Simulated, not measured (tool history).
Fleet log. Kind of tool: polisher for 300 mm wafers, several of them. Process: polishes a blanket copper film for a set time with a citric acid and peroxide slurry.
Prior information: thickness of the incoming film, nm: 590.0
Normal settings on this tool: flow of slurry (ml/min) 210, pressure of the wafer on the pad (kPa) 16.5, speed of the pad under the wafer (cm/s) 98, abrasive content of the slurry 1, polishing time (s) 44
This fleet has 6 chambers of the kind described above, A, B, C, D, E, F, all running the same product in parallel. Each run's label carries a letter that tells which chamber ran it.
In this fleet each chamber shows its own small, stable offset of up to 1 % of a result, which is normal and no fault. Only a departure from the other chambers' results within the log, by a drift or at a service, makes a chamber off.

run	hour	flow of slurry (ml/min)	pressure of the wafer on the pad (kPa)	speed of the pad under the wafer (cm/s)	abrasive content of the slurry	polishing time (s)	film removed (nm)
# hour 1.6: chamber E: worn pad replaced by a new one
# hour 4.5: chamber C: slurry nozzle cleaned
1B	5.5	210	16.5	98	1	44	90.176
# hour 6.9: chamber B: slurry nozzle cleaned
2C	12.7	210	16.5	98	1	44	92.814
3A	20.8	210	16.5	98	1	44	92.993
# hour 22.7: chamber A: worn pad replaced by a new one
4E	31	210	16.5	98	1	44	92.027
# hour 32.2: chamber D: worn pad replaced by a new one
# hour 36.2: chamber C: worn pad replaced by a new one
5D	40.6	210	16.5	98	1	44	90.952
# hour 43.3: chamber A: slurry blender recalibrated
6F	46.2	210	16.5	98	1	44	90.495
# hour 54.1: chamber F: worn pad replaced by a new one
7F	55.6	210	16.5	98	1	44	91.629
# hour 56.5: chamber B: worn pad replaced by a new one
8B	61.2	210	16.5	98	1	44	92.278
9D	67.5	210	16.5	98	1	35	73.195
# hour 71.4: chamber D: slurry blender recalibrated
# hour 72.4: chamber E: slurry nozzle cleaned
10A	77.4	210	16.5	98	1	35	74.426
11C	89.3	210	16.5	98	1	35	74.747
# hour 96: chamber D: slurry nozzle cleaned
12E	97.9	210	16.5	98	1	35	73.282
# hour 102.1: chamber C: worn pad replaced by a new one
# hour 102.4: chamber A: worn pad replaced by a new one
13F	108	210	16.5	98	1	35	72.839
14A	114.6	210	16.5	98	1	35	73.495
# hour 120.7: chamber D: worn pad replaced by a new one
15E	123.7	210	16.5	98	1	44	92.278
# hour 127.9: chamber E: worn pad replaced by a new one
# hour 130: chamber B: worn pad replaced by a new one
16B	132.3	210	16.5	98	1	44	92.179
17C	144.6	210	16.5	98	1	44	93.029
18D	151.6	210	16.5	98	1	44	91.04
# hour 154.7: chamber C: worn pad replaced by a new one
# hour 156.3: chamber E: slurry blender recalibrated
19F	158.5	210	16.5	98	1	44	91.665
20C	165	210	16.5	98	1	44	92.704
# hour 166.1: chamber F: worn pad replaced by a new one
# hour 170: chamber B: slurry blender recalibrated
21D	173.1	210	16.5	98	1	44	92.134
# hour 173.5: chamber A: worn pad replaced by a new one
22B	181.3	210	16.5	98	1	44	90.394
23A	187.5	210	16.5	98	1	44	90.622
# hour 190: chamber D: worn pad replaced by a new one
24E	193	255	16.5	98	1.15	44	97.57
25B	199.3	255	16.5	98	1.15	44	96.23
# hour 202.8: chamber B: worn pad replaced by a new one
26F	205	255	16.5	98	1.15	44	96.983
# hour 214.3: chamber C: worn pad replaced by a new one
27C	214.6	255	16.5	98	1.15	44	97.403
# hour 214.9: chamber C: head pressure recalibrated
# hour 219.3: chamber C: slurry blender recalibrated
28E	226.9	255	16.5	98	1.15	44	98.249
29A	234	255	16.5	98	1.15	44	94.341
# hour 236: chamber E: worn pad replaced by a new one
30D	240.5	210	16.5	98	1	44	91.413
31C	251.8	210	16.5	98	1	44	92.687
# hour 257.6: chamber A: worn pad replaced by a new one
32D	259.8	210	16.5	98	1	44	92.104
33A	269.8	210	16.5	98	1	44	88.766
34E	276.7	210	16.5	98	1	44	91.69
# hour 277.6: chamber F: worn pad replaced by a new one
35F	286.8	145	20.7	98	1	44	107.48
# hour 289.2: chamber B: worn pad replaced by a new one
36B	296	145	20.7	98	1	44	106.65

All chambers now run identical settings, listed one chamber a line with results as question marks. What results will each chamber show?
37A	305	210	16.5	98	1	36	?
37B	305	210	16.5	98	1	36	?
37C	305	210	16.5	98	1	36	?
37D	305	210	16.5	98	1	36	?
37E	305	210	16.5	98	1	36	?
37F	305	210	16.5	98	1	36	?

run	film removed (nm)
37A	71.887
37B	74.219
37C	74.511
37D	75.015
37E	75.982
37F	74.891
